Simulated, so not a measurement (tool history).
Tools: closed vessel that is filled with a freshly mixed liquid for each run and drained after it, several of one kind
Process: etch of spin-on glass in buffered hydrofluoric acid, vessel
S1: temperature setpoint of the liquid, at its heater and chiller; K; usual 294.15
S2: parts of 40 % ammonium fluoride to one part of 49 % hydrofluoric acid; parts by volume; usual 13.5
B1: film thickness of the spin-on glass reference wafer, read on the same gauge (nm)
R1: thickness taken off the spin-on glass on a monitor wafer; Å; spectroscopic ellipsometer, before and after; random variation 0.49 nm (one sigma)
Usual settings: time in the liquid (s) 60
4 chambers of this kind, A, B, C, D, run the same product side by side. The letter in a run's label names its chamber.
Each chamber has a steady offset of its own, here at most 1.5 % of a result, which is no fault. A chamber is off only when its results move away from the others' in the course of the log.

{"run": "1A", "hour": 2.7, "S1": 294.15, "S2": 13.5, "time in the liquid (s)": 60, "B1": 80.012, "R1": 1305.8}
{"run": "2D", "hour": 5.6, "S1": 294.15, "S2": 13.5, "time in the liquid (s)": 60, "B1": 79.986, "R1": 1305.6}
{"run": "3C", "hour": 7.9, "S1": 294.15, "S2": 13.5, "time in the liquid (s)": 60, "B1": 80.015, "R1": 1307.3}
{"run": "4B", "hour": 12.0, "S1": 294.15, "S2": 13.5, "time in the liquid (s)": 60, "B1": 80.005, "R1": 1323.1}
{"run": "5C", "hour": 15.1, "S1": 294.15, "S2": 13.5, "time in the liquid (s)": 60, "B1": 79.991, "R1": 1303.1}
{"run": "6D", "hour": 18.8, "S1": 294.15, "S2": 13.5, "time in the liquid (s)": 60, "B1": 79.994, "R1": 1304.3}
{"run": "7B", "hour": 21.0, "S1": 294.15, "S2": 13.5, "time in the liquid (s)": 60, "B1": 80.019, "R1": 1319.6}
{"run": "8A", "hour": 23.2, "S1": 294.15, "S2": 13.5, "time in the liquid (s)": 60, "B1": 79.979, "R1": 1307.3}
{"run": "9A", "hour": 27.4, "S1": 294.15, "S2": 13.5, "time in the liquid (s)": 60, "B1": 79.997, "R1": 1319.1}
{"run": "10B", "hour": 30.1, "S1": 294.15, "S2": 13.5, "time in the liquid (s)": 60, "B1": 80.001, "R1": 1320.8}
{"run": "11D", "hour": 34.3, "S1": 294.15, "S2": 13.5, "time in the liquid (s)": 60, "B1": 79.996, "R1": 1313.7}
{"run": "12C", "hour": 37.9, "S1": 294.15, "S2": 13.5, "time in the liquid (s)": 60, "B1": 80.013, "R1": 1300.7}
{"run": "13A", "hour": 42.0, "S1": 294.15, "S2": 13.5, "time in the liquid (s)": 60, "B1": 80.017, "R1": 1310.0}
{"run": "14B", "hour": 44.7, "S1": 294.15, "S2": 17.5, "time in the liquid (s)": 45, "B1": 79.99, "R1": 761.69}
{"run": "15C", "hour": 47.5, "S1": 294.15, "S2": 17.5, "time in the liquid (s)": 45, "B1": 80.013, "R1": 761.28}
{"run": "16D", "hour": 50.0, "S1": 294.15, "S2": 17.5, "time in the liquid (s)": 45, "B1": 79.992, "R1": 755.33}
{"run": "17A", "hour": 52.3, "S1": 294.15, "S2": 17.5, "time in the liquid (s)": 45, "B1": 79.997, "R1": 755.29}
{"run": "18B", "hour": 56.4, "S1": 294.15, "S2": 13.5, "time in the liquid (s)": 60, "B1": 79.98, "R1": 1313.3}
{"run": "19D", "hour": 59.9, "S1": 294.15, "S2": 13.5, "time in the liquid (s)": 60, "B1": 79.991, "R1": 1303.0}
{"run": "20C", "hour": 64.2, "S1": 294.15, "S2": 13.5, "time in the liquid (s)": 60, "B1": 79.988, "R1": 1309.4}
{"run": "21A", "hour": 67.8, "S1": 294.15, "S2": 13.5, "time in the liquid (s)": 60, "B1": 79.999, "R1": 1271.9}
{"run": "22B", "hour": 71.2, "S1": 294.15, "S2": 13.5, "time in the liquid (s)": 60, "B1": 80.021, "R1": 1318.6}
{"run": "23C", "hour": 73.2, "S1": 294.15, "S2": 13.5, "time in the liquid (s)": 60, "B1": 79.99, "R1": 1298.4}
{"run": "24D", "hour": 76.4, "S1": 294.15, "S2": 13.5, "time in the liquid (s)": 60, "B1": 79.999, "R1": 1308.5}
{"run": "25D", "hour": 80.2, "S1": 294.15, "S2": 13.5, "time in the liquid (s)": 60, "B1": 79.996, "R1": 1307.4}
{"run": "26C", "hour": 82.3, "S1": 294.15, "S2": 13.5, "time in the liquid (s)": 60, "B1": 79.995, "R1": 1302.0}
{"run": "27A", "hour": 86.0, "S1": 294.15, "S2": 13.5, "time in the liquid (s)": 60, "B1": 79.987, "R1": 1247.3}
{"run": "28B", "hour": 89.9, "S1": 294.15, "S2": 13.5, "time in the liquid (s)": 60, "B1": 79.998, "R1": 1315.1}
{"run": "29B", "hour": 94.0, "S1": 294.15, "S2": 13.5, "time in the liquid (s)": 60, "B1": 79.98, "R1": 1329.9}

Next, every chamber runs the same settings. What will each give?
{"run": "30A", "hour": 97.2, "S1": 294.15, "S2": 13.5, "time in the liquid (s)": 60, "R1": "?"}
{"run": "30B", "hour": 97.2, "S1": 294.15, "S2": 13.5, "time in the liquid (s)": 60, "R1": "?"}
{"run": "30C", "hour": 97.2, "S1": 294.15, "S2": 13.5, "time in the liquid (s)": 60, "R1": "?"}
{"run": "30D", "hour": 97.2, "S1": 294.15, "S2": 13.5, "time in the liquid (s)": 60, "R1": "?"}

run=30A R1=1238.20
run=30B R1=1326.70
run=30C R1=1307.00
run=30D R1=1302.30
